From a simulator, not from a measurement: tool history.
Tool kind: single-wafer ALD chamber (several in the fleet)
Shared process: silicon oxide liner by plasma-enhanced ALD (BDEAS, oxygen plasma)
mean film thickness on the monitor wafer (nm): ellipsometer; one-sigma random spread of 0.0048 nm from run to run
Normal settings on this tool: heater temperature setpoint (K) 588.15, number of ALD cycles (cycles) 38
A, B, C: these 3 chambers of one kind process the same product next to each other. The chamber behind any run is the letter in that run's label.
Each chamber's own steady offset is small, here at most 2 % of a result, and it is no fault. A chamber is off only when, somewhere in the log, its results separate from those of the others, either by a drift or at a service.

run   hour  heater temperature setpoint (K)  number of ALD cycles (cycles)  hours since the last thermocouple change  read-back reference wafer on the same gauge, thickness_nm  mean film thickness on the monitor wafer (nm)
 1B    9.3                           588.15                             38                                     658.5                                                     3.0395                                         3.4675
 2A   14.9                           588.15                             38                                    3096.5                                                     3.0401                                         3.4637
 3C   23.0                           588.15                             38                                     635.3                                                     3.0396                                         3.3982
 4B   28.3                           588.15                             38                                     677.5                                                     3.0369                                         3.4692
 5A   36.9                           588.15                             38                                    3118.5                                                     3.0382                                         3.4636
 6C   47.9                           582.15                             42                                     660.2                                                     3.0378                                         3.7884
 7B   57.5                           582.15                             42                                     706.7                                                     3.0381                                         3.8556
 8A   62.9                           582.15                             42                                    3144.5                                                     3.0363                                         3.8615
      66.2  -- chamber A: thermocouple changed; heater temperature recalibrated
 9C   68.2                           588.15                             38                                     680.5                                                     3.0374                                         3.4014
10A   79.4                           601.15                             41                                      13.2                                                     3.0349                                         3.6767
11C   86.0                           601.15                             41                                     698.3                                                     3.0350                                         3.5971
12B   91.7                           601.15                             41                                     740.9                                                     3.0347                                         3.6571
13C  101.8                           588.15                             38                                     714.1                                                     3.0330                                         3.3950
14A  111.1                           588.15                             38                                      44.9                                                     3.0335                                         3.4638
15B  119.2                           588.15                             38                                     768.4                                                     3.0336                                         3.4611
16C  127.4                           588.15                             38                                     739.7                                                     3.0330                                         3.3964
17A  136.9                           588.15                             38                                      70.7                                                     3.0321                                         3.4682
18B  147.4                           588.15                             38                                     796.6                                                     3.0317                                         3.4525
19C  155.7                           588.15                             38                                     768.0                                                     3.0320                                         3.3953
20B  161.1                           588.15                             38                                     810.3                                                     3.0320                                         3.4563
21A  169.4                           588.15                             38                                     103.2                                                     3.0309                                         3.4637
22C  179.6                           588.15                             43                                     791.9                                                     3.0299                                         3.8409
23A  189.7                           588.15                             43                                     123.5                                                     3.0284                                         3.9056
24B  196.3                           588.15                             43                                     845.5                                                     3.0279                                         3.9045
25C  204.8                           588.15                             38                                     817.1                                                     3.0284                                         3.3987
26B  212.6                           588.15                             38                                     861.8                                                     3.0277                                         3.4551
27A  223.0                           588.15                             38                                     156.8                                                     3.0270                                         3.4523
28C  231.2                           588.15                             38                                     843.5                                                     3.0260                                         3.3949
29A  239.1                           588.15                             38                                     172.9                                                     3.0255                                         3.4465
30B  245.3                           588.15                             38                                     894.5                                                     3.0265                                         3.4518
31B  252.3                           588.15                             38                                     901.5                                                     3.0249                                         3.4469
32A  263.5                           576.15                             32                                     197.3                                                     3.0247                                         2.9527
33C  269.9                           576.15                             32                                     882.2                                                     3.0256                                         2.9008
34A  277.3                           576.15                             32                                     211.1                                                     3.0234                                         2.9496
35B  285.3                           588.15                             38                                     934.5                                                     3.0246                                         3.4456
36C  295.7                           579.15                             38                                     908.0                                                     3.0227                                         3.4331

Does one chamber stand apart from the rest, does the shared gauge drift, or is all well apart from small per-chamber offsets? Give the chamber and the most likely cause, where there is one.

Gauge drift. The chambers move together only on paper, and none stands off.
Likeliest cause: gauge reads low (%) = 0.572.

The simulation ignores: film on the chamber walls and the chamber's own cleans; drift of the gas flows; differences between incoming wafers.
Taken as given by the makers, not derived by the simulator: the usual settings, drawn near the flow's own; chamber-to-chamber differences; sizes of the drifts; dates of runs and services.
